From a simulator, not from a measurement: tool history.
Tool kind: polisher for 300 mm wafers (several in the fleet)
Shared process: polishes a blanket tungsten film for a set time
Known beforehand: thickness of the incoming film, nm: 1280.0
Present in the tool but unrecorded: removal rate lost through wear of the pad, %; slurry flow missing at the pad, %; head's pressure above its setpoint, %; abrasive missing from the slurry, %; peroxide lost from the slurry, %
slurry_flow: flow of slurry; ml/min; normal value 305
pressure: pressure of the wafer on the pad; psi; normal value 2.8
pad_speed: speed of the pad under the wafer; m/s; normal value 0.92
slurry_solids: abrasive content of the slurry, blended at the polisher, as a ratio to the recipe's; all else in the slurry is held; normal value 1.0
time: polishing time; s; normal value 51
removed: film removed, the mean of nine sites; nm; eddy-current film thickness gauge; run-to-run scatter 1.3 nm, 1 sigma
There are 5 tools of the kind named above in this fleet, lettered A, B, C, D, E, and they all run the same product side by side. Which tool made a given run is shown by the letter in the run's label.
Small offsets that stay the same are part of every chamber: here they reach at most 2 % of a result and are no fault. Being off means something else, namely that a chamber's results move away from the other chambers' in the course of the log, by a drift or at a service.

run     day  slurry_flow  pressure  pad_speed  slurry_solids  time  wafers polished on this pad  hours since the slurry nozzle was cleaned  hours since the head pressure was calibrated  hours since the slurry blender was calibrated  hours since the slurry got fresh peroxide  removed
 1B   0.262          305       2.8       0.92            1.0    51                          923                                       75.6                                         210.8                                          215.0                                       29.4  131.500
 2D   0.592          305       2.8       0.92            1.0    51                          275                                      312.3                                         165.6                                           68.1                                       53.9  136.000
      0.642  -- chamber B: worn pad replaced by a new one
      0.675  -- chamber E: slurry blender recalibrated
      0.775  -- chamber A: worn pad replaced by a new one
      0.875  -- chamber C: slurry blender recalibrated
 3E   0.954          305       2.8       0.92            1.0    51                         1082                                       77.2                                         211.0                                            6.7                                      113.0  132.960
      1.079  -- chamber A: slurry tank refilled with fresh slurry and peroxide
      1.242  -- chamber A: slurry blender recalibrated
 4C   1.262          305       2.8       0.92            1.0    51                          811                                      480.5                                         383.3                                            9.3                                       66.8  132.270
 5A   1.533          305       2.8       0.92            1.0    51                          134                                      729.3                                         112.4                                            7.1                                       11.0  134.910
 6C   1.883          305       2.8       0.92            1.0    51                          921                                      495.4                                         398.2                                           24.2                                       81.7  133.770
      1.925  -- chamber D: worn pad replaced by a new one
 7B   2.133          305       2.8       0.92            1.0    51                          264                                      120.5                                         255.7                                          259.9                                       74.3  135.490
 8E   2.371          305       2.8       0.92            1.0    51                         1332                                      111.2                                         245.0                                           40.7                                      147.0  132.000
      2.442  -- chamber D: slurry tank refilled with fresh slurry and peroxide
      2.567  -- chamber C: head pressure recalibrated
      2.629  -- chamber E: slurry tank refilled with fresh slurry and peroxide
 9A   2.688          305       2.8       0.92            1.0    51                          338                                      757.0                                         140.1                                           34.8                                       38.7  131.370
10D   2.975          305       2.8       0.92            1.0    51                          185                                      369.5                                         222.8                                          125.3                                       12.9  135.170
      3.012  -- chamber B: slurry blender recalibrated
11D   3.158          305       2.8       0.92            1.0    51                          218                                      373.9                                         227.2                                          129.7                                       17.3  134.420
12A   3.354          305       2.8       0.92            1.0    51                          456                                      773.0                                         156.1                                           50.8                                       54.7  131.320
      3.500  -- chamber E: worn pad replaced by a new one
13E   3.646          305       2.8       0.92            1.3    43                           26                                      141.8                                         275.6                                           71.3                                       24.4  122.960
      3.692  -- chamber D: slurry nozzle cleaned
14B   3.992          305       2.8       0.92            1.3    43                          592                                      165.1                                         300.3                                           23.5                                      118.9  118.550
      4.012  -- chamber C: worn pad replaced by a new one
      4.062  -- chamber A: worn pad replaced by a new one
15C   4.296          305       2.8       0.92            1.3    43                           50                                      553.3                                          41.5                                           82.1                                      139.6  119.120
16D   4.517          305       2.8       0.92            1.3    43                          458                                       19.9                                         259.8                                          162.3                                       49.9  123.840
17C   4.758          305       2.8       0.92            1.3    43                          131                                      564.4                                          52.6                                           93.2                                      150.7  118.900
      4.783  -- chamber D: worn pad replaced by a new one
18A   5.104          305       2.8       0.92            1.0    51                          184                                      815.0                                         198.1                                           92.8                                       96.7  133.450
19E   5.358          305       2.8       0.92            1.0    51                          328                                      182.9                                         316.7                                          112.4                                       65.5  133.640
      5.471  -- chamber C: slurry tank refilled with fresh slurry and peroxide
      5.521  -- chamber B: worn pad replaced by a new one
20B   5.592          305       2.8       0.92            1.0    51                           12                                      203.5                                         338.7                                           61.9                                      157.3  129.720
21D   5.842          305       2.8       0.92            1.0    51                          187                                       51.7                                         291.6                                          194.1                                       81.7  135.640
      5.962  -- chamber B: slurry tank refilled with fresh slurry and peroxide
      6.046  -- chamber A: slurry tank refilled with fresh slurry and peroxide
22E   6.075          305       2.8       0.92            1.0    51                          455                                      200.1                                         333.9                                          129.6                                       82.7  136.150
23C   6.325          305       2.8       0.92            1.0    51                          408                                      602.0                                          90.2                                          130.8                                       20.6  132.720
24A   6.658          305       2.8       0.92            1.0    51                          459                                      852.3                                         235.4                                          130.1                                       14.7  131.220
      6.892  -- chamber D: slurry blender recalibrated
25B   6.904          305       2.8       0.92            1.0    51                          244                                      235.0                                         370.2                                           93.4                                       22.7  131.730
      7.192  -- chamber D: slurry tank refilled with fresh slurry and peroxide
26B   7.208          305       2.8       0.92            1.0    51                          298                                      242.3                                         377.5                                          100.7                                       30.0  132.470
27D   7.458          305       2.8       0.92            1.0    51                          473                                       90.5                                         330.4                                           13.6                                        6.4  132.870
      7.675  -- chamber A: worn pad replaced by a new one
28C   7.725          305       2.8       0.92            1.0    51                          656                                      635.6                                         123.8                                          164.4                                       54.2  133.570
      7.758  -- chamber D: worn pad replaced by a new one
      7.804  -- chamber C: slurry blender recalibrated
29A   7.938          305       2.8       0.92            1.0    51                           47                                      883.0                                         266.1                                          160.8                                       45.4  132.350
30E   8.108          305       2.8       0.92            1.0    51                          815                                      248.9                                         382.7                                          178.4                                      131.5  136.090
31B   8.438          305       2.8       0.92            1.0    51                          516                                      271.8                                         407.0                                          130.2                                       59.5  134.700
      8.554  -- chamber D: head pressure recalibrated
32E   8.621          305       2.8       0.92            1.0    51                          905                                      261.2                                         395.0                                          190.7                                      143.8  135.970
33A   8.992          305       2.8       0.92            1.0    51                          233                                      908.3                                         291.4                                          186.1                                       70.7  133.640
34D   9.183          305       2.8       0.92            1.0    51                          252                                      131.9                                          15.2                                           55.0                                       47.8  134.840
35C   9.417          305       2.8       1.06            1.0    51                          955                                      676.2                                         164.4                                           38.8                                       94.8  150.820
36C   9.650          305       2.8       1.06            1.0    51                          996                                      681.8                                         170.0                                           44.4                                      100.4  153.260
37D   9.933          305       2.8       1.06            1.0    51                          384                                      149.9                                          33.2                                           73.0                                       65.8  155.920
     10.142  -- chamber B: worn pad replaced by a new one
38B  10.217          305       2.8       1.06            1.0    51                           13                                      314.5                                         449.7                                          172.9                                      102.2  153.790

For the next run the whole fleet of 5 chambers uses the same settings. Give each chamber's results:
39A  10.488          305       2.8       0.60            1.0    51                                                                                                                                                                                                                        ?
39B  10.488          305       2.8       0.60            1.0    51                                                                                                                                                                                                                        ?
39C  10.488          305       2.8       0.60            1.0    51                                                                                                                                                                                                                        ?
39D  10.488          305       2.8       0.60            1.0    51                                                                                                                                                                                                                        ?
39E  10.488          305       2.8       0.60            1.0    51                                                                                                                                                                                                                        ?

run  removed
39A   86.685
39B   86.669
39C   87.031
39D   86.729
39E   88.062

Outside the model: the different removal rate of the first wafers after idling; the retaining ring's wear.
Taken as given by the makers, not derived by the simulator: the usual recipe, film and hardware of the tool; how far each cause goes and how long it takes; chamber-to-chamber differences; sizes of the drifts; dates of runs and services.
